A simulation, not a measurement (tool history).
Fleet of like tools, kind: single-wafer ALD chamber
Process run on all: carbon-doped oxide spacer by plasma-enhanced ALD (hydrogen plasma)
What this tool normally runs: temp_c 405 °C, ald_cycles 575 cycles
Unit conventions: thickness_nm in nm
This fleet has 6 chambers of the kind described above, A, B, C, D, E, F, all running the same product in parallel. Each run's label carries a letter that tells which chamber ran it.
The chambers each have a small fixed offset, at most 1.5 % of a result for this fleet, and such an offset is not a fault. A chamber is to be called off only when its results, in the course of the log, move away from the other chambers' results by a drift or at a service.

| run | day | temp_c | ald_cycles | hours since the last thermocouple change | read-back reference wafer on the same gauge, thickness_nm | thickness_nm |
|---|---|---|---|---|---|---|
| 1E | 0.154 | 405 | 575 | 859 | 22.706 | 28.031 |
| 2A | 0.275 | 405 | 575 | 281.2 | 22.711 | 28.404 |
| 3C | 0.471 | 405 | 575 | 1296.7 | 22.707 | 28.136 |
| 4D | 0.608 | 405 | 575 | 40.9 | 22.7 | 28.617 |
| 5F | 0.708 | 405 | 575 | 686.3 | 22.705 | 28.035 |
| 6B | 0.808 | 405 | 575 | 151.6 | 22.692 | 28.47 |
| 7F | 1.021 | 405 | 575 | 693.8 | 22.718 | 28.08 |
| 8B | 1.162 | 395 | 575 | 160.1 | 22.703 | 28.955 |
| 9A | 1.304 | 395 | 575 | 305.9 | 22.711 | 28.901 |
| 10C | 1.471 | 395 | 575 | 1320.7 | 22.709 | 28.662 |
| 11E | 1.667 | 395 | 575 | 895.3 | 22.671 | 28.308 |
| 12D | 1.804 | 395 | 575 | 69.6 | 22.705 | 28.946 |
| 13A | 1.958 | 395 | 575 | 321.6 | 22.677 | 28.732 |
| 14B | 2.1 | 405 | 575 | 182.6 | 22.688 | 28.503 |
| 15D | 2.2 | 419 | 485 | 79.1 | 22.705 | 23.067 |
| 16F | 2.292 | 419 | 485 | 724.3 | 22.69 | 22.627 |
| 17E | 2.454 | 419 | 485 | 914.2 | 22.713 | 22.639 |
| 18C | 2.579 | 419 | 485 | 1347.3 | 22.674 | 22.754 |
| 19E | 2.746 | 419 | 485 | 921.2 | 22.709 | 22.703 |
| 20F | 2.933 | 419 | 485 | 739.7 | 22.719 | 22.694 |
| 21D | 3.096 | 405 | 575 | 100.6 | 22.714 | 28.658 |
| 22A | 3.262 | 405 | 575 | 352.9 | 22.707 | 28.36 |
| 23B | 3.467 | 405 | 575 | 215.4 | 22.709 | 28.584 |
| 24C | 3.646 | 405 | 575 | 1372.9 | 22.705 | 28.109 |
| 25C | 3.817 | 405 | 575 | 1377 | 22.698 | 28.26 |
| 26E | 4.021 | 405 | 575 | 951.8 | 22.696 | 28.036 |
| 27A | 4.175 | 396 | 684 | 374.8 | 22.699 | 34.326 |
| 28F | 4.354 | 396 | 684 | 773.8 | 22.707 | 33.999 |
| 29B | 4.488 | 396 | 684 | 239.9 | 22.702 | 34.324 |
| 30D | 4.688 | 396 | 684 | 138.8 | 22.684 | 34.548 |
| 31F | 4.829 | 396 | 684 | 785.2 | 22.703 | 33.892 |
| 32E | 4.988 | 396 | 684 | 975 | 22.689 | 33.868 |
| 33B | 5.158 | 399 | 575 | 256 | 22.708 | 28.998 |
| 34C | 5.35 | 399 | 575 | 1413.8 | 22.686 | 28.487 |
| 35D | 5.546 | 399 | 575 | 159.4 | 22.698 | 29.075 |
| 36A | 5.658 | 399 | 575 | 410.4 | 22.694 | 28.789 |
| 37D | 5.862 | 399 | 575 | 167 | 22.692 | 28.978 |
| 38A | 6.062 | 399 | 575 | 420.1 | 22.695 | 28.905 |

What goes on in this fleet: one chamber off, a drifting gauge, or nothing beyond the chambers' own small offsets? Name the chamber and the cause, if any.

The fleet is healthy, with each chamber sitting at its usual small offset and no drift in the gauge.

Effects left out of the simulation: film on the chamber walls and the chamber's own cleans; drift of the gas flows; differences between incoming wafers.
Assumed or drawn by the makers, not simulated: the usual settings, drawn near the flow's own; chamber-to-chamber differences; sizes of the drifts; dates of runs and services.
